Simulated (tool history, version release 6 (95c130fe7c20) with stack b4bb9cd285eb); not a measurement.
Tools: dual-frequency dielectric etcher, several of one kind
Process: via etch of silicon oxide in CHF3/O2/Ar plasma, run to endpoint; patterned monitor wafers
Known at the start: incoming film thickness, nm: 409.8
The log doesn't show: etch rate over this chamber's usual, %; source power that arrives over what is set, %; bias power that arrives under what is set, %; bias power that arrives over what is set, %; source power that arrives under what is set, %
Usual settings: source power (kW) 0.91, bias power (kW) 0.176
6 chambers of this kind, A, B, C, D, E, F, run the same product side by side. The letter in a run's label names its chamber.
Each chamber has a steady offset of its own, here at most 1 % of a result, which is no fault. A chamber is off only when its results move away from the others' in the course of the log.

run   hour  source power (kW)  bias power (kW)  hours since the last wet clean  hours since the last source power generator calibration  hours since the last bias power generator calibration  endpoint time (s)
 1A   11.3               0.91            0.176                           379.4                                                       29                                                 2416.5             180.42
      13.3  -- chamber C: bias power generator calibrated
 2C   19.3               0.91            0.176                           316.8                                                   2101.5                                                    6.1             177.09
 3D   30.6               0.91            0.176                           651.2                                                   2621.4                                                 2828.3             179.34
      31.9  -- chamber D: wet clean of the chamber
 4E   41.1               0.91            0.176                           302.3                                                   2977.2                                                 2158.8             176.28
 5B   53.7               0.73            0.176                           279.2                                                    581.1                                                 1162.2                192
 6F   68.2               0.73            0.176                             200                                                   3492.8                                                  856.4             194.59
 7C   78.6               0.73            0.176                           376.1                                                   2160.8                                                   65.4             190.36
 8F   88.8               0.73            0.176                           220.6                                                   3513.4                                                    877             193.29
 9A  100.5               0.73            0.176                           468.6                                                    118.2                                                 2505.7             195.71
     101.8  -- chamber B: wet clean of the chamber
     109.8  -- chamber F: source power generator calibrated
10B  110.6               0.73            0.176                             8.9                                                      638                                                 1219.1             190.24
     123.2  -- chamber A: wet clean of the chamber
11E  125.4               0.75            0.176                           386.6                                                   3061.5                                                 2243.1             189.95
12D  132.5               0.75            0.176                           100.7                                                   2723.3                                                 2930.2              194.3
13D  141.6               0.75            0.176                           109.8                                                   2732.4                                                 2939.3             192.43
       146  -- chamber A: bias power generator calibrated
14F  150.2               0.75            0.176                             282                                                     40.5                                                  938.4             192.89
15B  159.1               0.75            0.176                            57.4                                                    686.5                                                 1267.6             188.17
16A  168.9               0.75            0.176                            45.7                                                    186.6                                                   22.9             191.29
     172.6  -- chamber C: wet clean of the chamber
     177.6  -- chamber D: source power generator calibrated
17C  178.2               1.12            0.162                             5.6                                                   2260.4                                                    165             166.73
18E  189.8               1.12            0.162                             451                                                   3125.9                                                 2307.5             165.81
19C  201.1               1.12            0.162                            28.5                                                   2283.3                                                  187.9             168.73
       207  -- chamber E: wet clean of the chamber
20F    208               1.12            0.162                           339.8                                                     98.3                                                  996.2             168.73
21D  216.8               1.12            0.162                             185                                                     39.2                                                 3014.5             169.13
22A  225.4               1.12            0.162                           102.2                                                    243.1                                                   79.4             169.46
23E  233.4               0.91            0.176                            26.4                                                   3169.5                                                 2351.1              176.3
24B    245               0.91            0.176                           143.3                                                    772.4                                                 1353.5             177.11
     253.6  -- chamber F: wet clean of the chamber
25C    255               0.91            0.176                            82.4                                                   2337.2                                                  241.8             177.89
26F  267.6               0.91            0.176                            14.1                                                    157.9                                                 1055.8             169.55
27E  277.3               0.91            0.176                            70.3                                                   3213.4                                                   2395             177.35
28A  287.4               0.91            0.176                           164.2                                                    305.1                                                  141.4             177.91
29B  302.2               0.91            0.176                           200.5                                                    829.6                                                 1410.7             176.03
30D    309               0.91            0.176                           277.2                                                    131.4                                                 3106.7              178.4
31F  316.1               1.13            0.152                            62.6                                                    206.4                                                 1104.3             164.84
32E  327.9               1.13            0.152                           120.9                                                     3264                                                 2445.6             169.11
33A  336.2               1.13            0.152                             213                                                    353.9                                                  190.2             172.43
34B  346.4               1.13            0.152                           244.7                                                    873.8                                                 1454.9              170.8
35D  358.8               1.13            0.152                             327                                                    181.2                                                 3156.5             169.77
36C  370.1               1.13            0.152                           197.5                                                   2452.3                                                  356.9              170.1
37A  383.9               0.91            0.176                           260.7                                                    401.6                                                  237.9             179.85
38F  392.9               0.82            0.207                           139.4                                                    283.2                                                 1181.1             167.85
39D  400.6               0.82            0.207                           368.8                                                      223                                                 3198.3             177.42
40B  407.6               0.82            0.207                           305.9                                                      935                                                 1516.1             173.63
41C  417.4               0.82            0.207                           244.8                                                   2499.6                                                  404.2             173.11

All 6 chambers run these settings next. Forecast each chamber's results:
42A  428.2               0.91            0.209                                                                                                                                                                  ?
42B  428.2               0.91            0.209                                                                                                                                                                  ?
42C  428.2               0.91            0.209                                                                                                                                                                  ?
42D  428.2               0.91            0.209                                                                                                                                                                  ?
42E  428.2               0.91            0.209                                                                                                                                                                  ?
42F  428.2               0.91            0.209                                                                                                                                                                  ?

run  endpoint time (s)
42A             167.45
42B             166.08
42C             166.01
42D             166.39
42E             166.27
42F             161.86
